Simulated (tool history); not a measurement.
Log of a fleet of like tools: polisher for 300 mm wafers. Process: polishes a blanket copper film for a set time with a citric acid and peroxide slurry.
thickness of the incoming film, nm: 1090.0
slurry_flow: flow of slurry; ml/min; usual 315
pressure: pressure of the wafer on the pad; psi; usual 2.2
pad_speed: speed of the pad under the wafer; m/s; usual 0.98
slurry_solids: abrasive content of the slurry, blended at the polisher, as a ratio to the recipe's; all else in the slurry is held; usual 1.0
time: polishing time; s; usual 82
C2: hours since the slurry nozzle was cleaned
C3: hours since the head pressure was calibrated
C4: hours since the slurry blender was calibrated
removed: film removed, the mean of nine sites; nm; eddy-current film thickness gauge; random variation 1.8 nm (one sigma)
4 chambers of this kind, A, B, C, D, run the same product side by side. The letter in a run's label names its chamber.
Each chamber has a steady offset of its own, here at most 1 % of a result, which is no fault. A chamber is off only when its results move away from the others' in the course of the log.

{"hour": 2.1, "done": "chamber A: worn pad replaced by a new one"}
{"run": "1B", "hour": 2.1, "slurry_flow": 315, "pressure": 2.2, "pad_speed": 0.98, "slurry_solids": 1.0, "time": 82, "wafers polished on this pad": 29, "C2": 74.5, "C3": 420.4, "C4": 190.4, "removed": 129.68}
{"run": "2D", "hour": 5.5, "slurry_flow": 315, "pressure": 2.2, "pad_speed": 0.98, "slurry_solids": 1.0, "time": 82, "wafers polished on this pad": 54, "C2": 423.1, "C3": 203.2, "C4": 223.1, "removed": 131.74}
{"run": "3A", "hour": 9.6, "slurry_flow": 315, "pressure": 2.2, "pad_speed": 0.98, "slurry_solids": 1.0, "time": 82, "wafers polished on this pad": 46, "C2": 366.7, "C3": 75.0, "C4": 46.7, "removed": 131.87}
{"run": "4C", "hour": 11.6, "slurry_flow": 315, "pressure": 2.2, "pad_speed": 0.98, "slurry_solids": 1.0, "time": 82, "wafers polished on this pad": 485, "C2": 133.9, "C3": 701.5, "C4": 132.3, "removed": 132.94}
{"run": "5B", "hour": 14.9, "slurry_flow": 315, "pressure": 2.2, "pad_speed": 0.98, "slurry_solids": 1.0, "time": 82, "wafers polished on this pad": 108, "C2": 87.3, "C3": 433.2, "C4": 203.2, "removed": 130.64}
{"run": "6C", "hour": 19.0, "slurry_flow": 315, "pressure": 2.2, "pad_speed": 0.98, "slurry_solids": 1.0, "time": 82, "wafers polished on this pad": 531, "C2": 141.3, "C3": 708.9, "C4": 139.7, "removed": 133.56}
{"run": "7D", "hour": 22.7, "slurry_flow": 315, "pressure": 2.2, "pad_speed": 0.98, "slurry_solids": 1.0, "time": 82, "wafers polished on this pad": 160, "C2": 440.3, "C3": 220.4, "C4": 240.3, "removed": 135.2}
{"run": "8A", "hour": 26.2, "slurry_flow": 315, "pressure": 2.2, "pad_speed": 0.98, "slurry_solids": 1.0, "time": 82, "wafers polished on this pad": 148, "C2": 383.3, "C3": 91.6, "C4": 63.3, "removed": 131.97}
{"run": "9C", "hour": 30.0, "slurry_flow": 315, "pressure": 2.2, "pad_speed": 0.98, "slurry_solids": 1.0, "time": 82, "wafers polished on this pad": 598, "C2": 152.3, "C3": 719.9, "C4": 150.7, "removed": 129.81}
{"hour": 30.2, "done": "chamber A: slurry nozzle cleaned"}
{"run": "10D", "hour": 34.0, "slurry_flow": 315, "pressure": 2.2, "pad_speed": 0.8, "slurry_solids": 0.8, "time": 82, "wafers polished on this pad": 230, "C2": 451.6, "C3": 231.7, "C4": 251.6, "removed": 108.24}
{"run": "11A", "hour": 37.0, "slurry_flow": 315, "pressure": 2.2, "pad_speed": 0.8, "slurry_solids": 0.8, "time": 82, "wafers polished on this pad": 215, "C2": 6.8, "C3": 102.4, "C4": 74.1, "removed": 104.22}
{"run": "12B", "hour": 40.3, "slurry_flow": 315, "pressure": 2.2, "pad_speed": 0.8, "slurry_solids": 0.8, "time": 82, "wafers polished on this pad": 264, "C2": 112.7, "C3": 458.6, "C4": 228.6, "removed": 103.88}
{"hour": 41.7, "done": "chamber D: slurry nozzle cleaned"}
{"run": "13D", "hour": 43.4, "slurry_flow": 315, "pressure": 2.2, "pad_speed": 0.8, "slurry_solids": 0.8, "time": 82, "wafers polished on this pad": 287, "C2": 1.7, "C3": 241.1, "C4": 261.0, "removed": 107.54}
{"run": "14C", "hour": 47.0, "slurry_flow": 315, "pressure": 2.2, "pad_speed": 0.98, "slurry_solids": 1.0, "time": 82, "wafers polished on this pad": 703, "C2": 169.3, "C3": 736.9, "C4": 167.7, "removed": 134.06}
{"run": "15A", "hour": 50.7, "slurry_flow": 315, "pressure": 2.2, "pad_speed": 0.98, "slurry_solids": 1.0, "time": 82, "wafers polished on this pad": 299, "C2": 20.5, "C3": 116.1, "C4": 87.8, "removed": 130.41}
{"hour": 51.1, "done": "chamber C: slurry blender recalibrated"}
{"run": "16B", "hour": 54.3, "slurry_flow": 390, "pressure": 2.2, "pad_speed": 0.78, "slurry_solids": 1.0, "time": 82, "wafers polished on this pad": 350, "C2": 126.7, "C3": 472.6, "C4": 242.6, "removed": 108.22}
{"run": "17B", "hour": 58.2, "slurry_flow": 390, "pressure": 2.2, "pad_speed": 0.78, "slurry_solids": 1.0, "time": 82, "wafers polished on this pad": 374, "C2": 130.6, "C3": 476.5, "C4": 246.5, "removed": 106.58}
{"run": "18D", "hour": 62.4, "slurry_flow": 390, "pressure": 2.2, "pad_speed": 0.78, "slurry_solids": 1.0, "time": 82, "wafers polished on this pad": 404, "C2": 20.7, "C3": 260.1, "C4": 280.0, "removed": 116.22}
{"run": "19A", "hour": 64.5, "slurry_flow": 390, "pressure": 2.2, "pad_speed": 0.78, "slurry_solids": 1.0, "time": 82, "wafers polished on this pad": 384, "C2": 34.3, "C3": 129.9, "C4": 101.6, "removed": 110.54}
{"run": "20C", "hour": 66.8, "slurry_flow": 315, "pressure": 2.2, "pad_speed": 0.98, "slurry_solids": 1.0, "time": 82, "wafers polished on this pad": 825, "C2": 189.1, "C3": 756.7, "C4": 15.8, "removed": 130.03}
{"run": "21D", "hour": 69.7, "slurry_flow": 315, "pressure": 2.2, "pad_speed": 0.98, "slurry_solids": 1.0, "time": 82, "wafers polished on this pad": 449, "C2": 28.0, "C3": 267.4, "C4": 287.3, "removed": 143.49}
{"run": "22A", "hour": 72.3, "slurry_flow": 315, "pressure": 2.2, "pad_speed": 0.98, "slurry_solids": 1.0, "time": 82, "wafers polished on this pad": 432, "C2": 42.1, "C3": 137.7, "C4": 109.4, "removed": 131.33}
{"run": "23C", "hour": 74.9, "slurry_flow": 380, "pressure": 2.8, "pad_speed": 0.98, "slurry_solids": 1.0, "time": 82, "wafers polished on this pad": 875, "C2": 197.2, "C3": 764.8, "C4": 23.9, "removed": 169.62}
{"run": "24B", "hour": 78.4, "slurry_flow": 380, "pressure": 2.8, "pad_speed": 0.98, "slurry_solids": 1.0, "time": 82, "wafers polished on this pad": 498, "C2": 150.8, "C3": 496.7, "C4": 266.7, "removed": 169.36}
{"run": "25A", "hour": 80.6, "slurry_flow": 380, "pressure": 2.8, "pad_speed": 0.98, "slurry_solids": 1.0, "time": 82, "wafers polished on this pad": 483, "C2": 50.4, "C3": 146.0, "C4": 117.7, "removed": 168.11}
{"run": "26D", "hour": 84.2, "slurry_flow": 380, "pressure": 2.8, "pad_speed": 0.98, "slurry_solids": 1.0, "time": 82, "wafers polished on this pad": 538, "C2": 42.5, "C3": 281.9, "C4": 301.8, "removed": 185.95}
{"run": "27B", "hour": 87.4, "slurry_flow": 315, "pressure": 2.2, "pad_speed": 0.98, "slurry_solids": 1.0, "time": 82, "wafers polished on this pad": 554, "C2": 159.8, "C3": 505.7, "C4": 275.7, "removed": 128.12}
{"run": "28C", "hour": 90.8, "slurry_flow": 315, "pressure": 1.8, "pad_speed": 0.68, "slurry_solids": 1.0, "time": 82, "wafers polished on this pad": 973, "C2": 213.1, "C3": 780.7, "C4": 39.8, "removed": 76.671}
{"run": "29B", "hour": 93.6, "slurry_flow": 315, "pressure": 1.8, "pad_speed": 0.68, "slurry_solids": 1.0, "time": 82, "wafers polished on this pad": 592, "C2": 166.0, "C3": 511.9, "C4": 281.9, "removed": 76.011}

All 4 chambers run these settings next. Forecast each chamber's results:
{"run": "30A", "hour": 96.7, "slurry_flow": 315, "pressure": 2.2, "pad_speed": 0.98, "slurry_solids": 1.0, "time": 82, "removed": "?"}
{"run": "30B", "hour": 96.7, "slurry_flow": 315, "pressure": 2.2, "pad_speed": 0.98, "slurry_solids": 1.0, "time": 82, "removed": "?"}
{"run": "30C", "hour": 96.7, "slurry_flow": 315, "pressure": 2.2, "pad_speed": 0.98, "slurry_solids": 1.0, "time": 82, "removed": "?"}
{"run": "30D", "hour": 96.7, "slurry_flow": 315, "pressure": 2.2, "pad_speed": 0.98, "slurry_solids": 1.0, "time": 82, "removed": "?"}

run=30A removed=132.030
run=30B removed=134.060
run=30C removed=130.200
run=30D removed=150.060
